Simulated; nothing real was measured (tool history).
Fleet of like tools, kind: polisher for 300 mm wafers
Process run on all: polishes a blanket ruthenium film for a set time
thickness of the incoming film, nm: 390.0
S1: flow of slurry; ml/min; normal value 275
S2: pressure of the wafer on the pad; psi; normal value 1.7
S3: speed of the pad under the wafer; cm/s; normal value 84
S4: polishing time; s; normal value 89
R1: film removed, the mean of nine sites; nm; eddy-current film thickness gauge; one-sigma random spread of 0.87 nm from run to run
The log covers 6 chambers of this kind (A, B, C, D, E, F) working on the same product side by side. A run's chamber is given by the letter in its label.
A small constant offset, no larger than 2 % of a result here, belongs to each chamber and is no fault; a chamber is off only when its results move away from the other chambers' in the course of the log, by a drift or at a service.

| run | hour | S1 | S2 | S3 | S4 | R1 |
|---|---|---|---|---|---|---|
|  | 3.5 | chamber B: worn pad replaced by a new one |
| 1F | 12 | 275 | 1.7 | 84 | 89 | 76.828 |
|  | 13 | chamber F: worn pad replaced by a new one |
|  | 15.3 | chamber A: slurry nozzle cleaned |
| 2B | 21 | 275 | 1.7 | 84 | 89 | 76.544 |
| 3D | 31.4 | 275 | 1.7 | 84 | 89 | 79.927 |
| 4E | 44.3 | 275 | 1.7 | 84 | 89 | 78.721 |
| 5C | 55.3 | 275 | 1.7 | 84 | 89 | 77.052 |
|  | 66.1 | chamber C: worn pad replaced by a new one |
| 6A | 70.5 | 275 | 1.7 | 84 | 89 | 76.723 |
|  | 72.6 | chamber A: worn pad replaced by a new one |
|  | 79.9 | chamber E: worn pad replaced by a new one |
|  | 82.6 | chamber D: worn pad replaced by a new one |
| 7A | 84.6 | 275 | 1.7 | 84 | 89 | 77.324 |
| 8D | 92.7 | 275 | 1.7 | 84 | 89 | 77.789 |
|  | 105 | chamber B: worn pad replaced by a new one |
| 9C | 106.6 | 275 | 1.7 | 84 | 89 | 76.509 |
|  | 107.1 | chamber E: slurry nozzle cleaned |
| 10F | 115.5 | 275 | 1.7 | 84 | 89 | 80.008 |
|  | 119.7 | chamber F: worn pad replaced by a new one |
| 11B | 122.2 | 275 | 1.7 | 84 | 89 | 76.407 |
| 12E | 129.4 | 275 | 1.7 | 84 | 89 | 76.198 |
|  | 131 | chamber F: head pressure recalibrated |
| 13D | 141.4 | 200 | 1.4 | 84 | 89 | 62.193 |
|  | 144.9 | chamber A: worn pad replaced by a new one |
|  | 147.8 | chamber F: slurry nozzle cleaned |
| 14E | 155 | 200 | 1.4 | 84 | 89 | 59.978 |
|  | 155.9 | chamber C: worn pad replaced by a new one |
| 15B | 169.6 | 200 | 1.4 | 84 | 89 | 60.358 |
|  | 170.7 | chamber D: worn pad replaced by a new one |
|  | 175.3 | chamber E: worn pad replaced by a new one |
| 16A | 181.8 | 200 | 1.4 | 84 | 89 | 62.005 |
| 17C | 197.1 | 200 | 1.4 | 84 | 89 | 59.867 |
|  | 201.3 | chamber B: worn pad replaced by a new one |
| 18F | 204.8 | 200 | 1.4 | 84 | 89 | 62.824 |
| 19B | 218.5 | 275 | 1.7 | 84 | 89 | 76.504 |
| 20D | 225.7 | 210 | 1.7 | 84 | 89 | 76.984 |
|  | 226.9 | chamber C: worn pad replaced by a new one |
|  | 234 | chamber A: head pressure recalibrated |
|  | 234.4 | chamber A: worn pad replaced by a new one |
| 21A | 237.6 | 210 | 1.7 | 84 | 89 | 75.248 |
|  | 243.9 | chamber F: worn pad replaced by a new one |
| 22C | 251.4 | 210 | 1.7 | 84 | 89 | 72.852 |
| 23E | 262.5 | 210 | 1.7 | 84 | 89 | 69.853 |
|  | 268.9 | chamber D: worn pad replaced by a new one |
| 24F | 269.9 | 210 | 1.7 | 84 | 89 | 77.135 |
|  | 278.5 | chamber B: slurry nozzle cleaned |
| 25B | 278.5 | 210 | 1.7 | 84 | 89 | 75.965 |
|  | 280.4 | chamber C: slurry nozzle cleaned |
|  | 281 | chamber B: worn pad replaced by a new one |
|  | 285.6 | chamber E: worn pad replaced by a new one |
| 26C | 287.5 | 275 | 1.7 | 84 | 89 | 78.445 |
| 27D | 294.6 | 275 | 1.7 | 84 | 89 | 77.361 |
|  | 297.9 | chamber E: slurry nozzle cleaned |
| 28E | 305.2 | 275 | 1.7 | 84 | 89 | 72.168 |
|  | 308 | chamber C: worn pad replaced by a new one |
| 29A | 315.1 | 275 | 1.7 | 84 | 89 | 76.281 |
|  | 319.3 | chamber A: worn pad replaced by a new one |
| 30F | 325.8 | 275 | 1.7 | 84 | 89 | 78.021 |
| 31B | 339 | 275 | 1.7 | 84 | 89 | 78.725 |
|  | 344 | chamber A: slurry nozzle cleaned |
| 32F | 346.3 | 275 | 1.7 | 84 | 89 | 77.954 |
|  | 354.7 | chamber D: worn pad replaced by a new one |
| 33A | 357.8 | 275 | 1.7 | 84 | 89 | 77.997 |
| 34C | 368.4 | 275 | 1.3 | 102 | 89 | 70.936 |
|  | 381.1 | chamber E: worn pad replaced by a new one |
| 35E | 381.3 | 275 | 1.3 | 102 | 89 | 65.537 |
| 36D | 393.1 | 275 | 1.3 | 102 | 89 | 72.722 |
|  | 395.4 | chamber A: worn pad replaced by a new one |
| 37D | 402.5 | 275 | 1.3 | 102 | 89 | 72.073 |
| 38A | 416.3 | 275 | 1.3 | 102 | 89 | 71.652 |

For the next run the whole fleet of 6 chambers uses the same settings. Give each chamber's results:
| 39A | 427.3 | 275 | 1.7 | 84 | 89 | ? |
| 39B | 427.3 | 275 | 1.7 | 84 | 89 | ? |
| 39C | 427.3 | 275 | 1.7 | 84 | 89 | ? |
| 39D | 427.3 | 275 | 1.7 | 84 | 89 | ? |
| 39E | 427.3 | 275 | 1.7 | 84 | 89 | ? |
| 39F | 427.3 | 275 | 1.7 | 84 | 89 | ? |

| run | R1 |
|---|---|
| 39A | 76.667 |
| 39B | 78.331 |
| 39C | 77.745 |
| 39D | 78.427 |
| 39E | 69.438 |
| 39F | 77.756 |
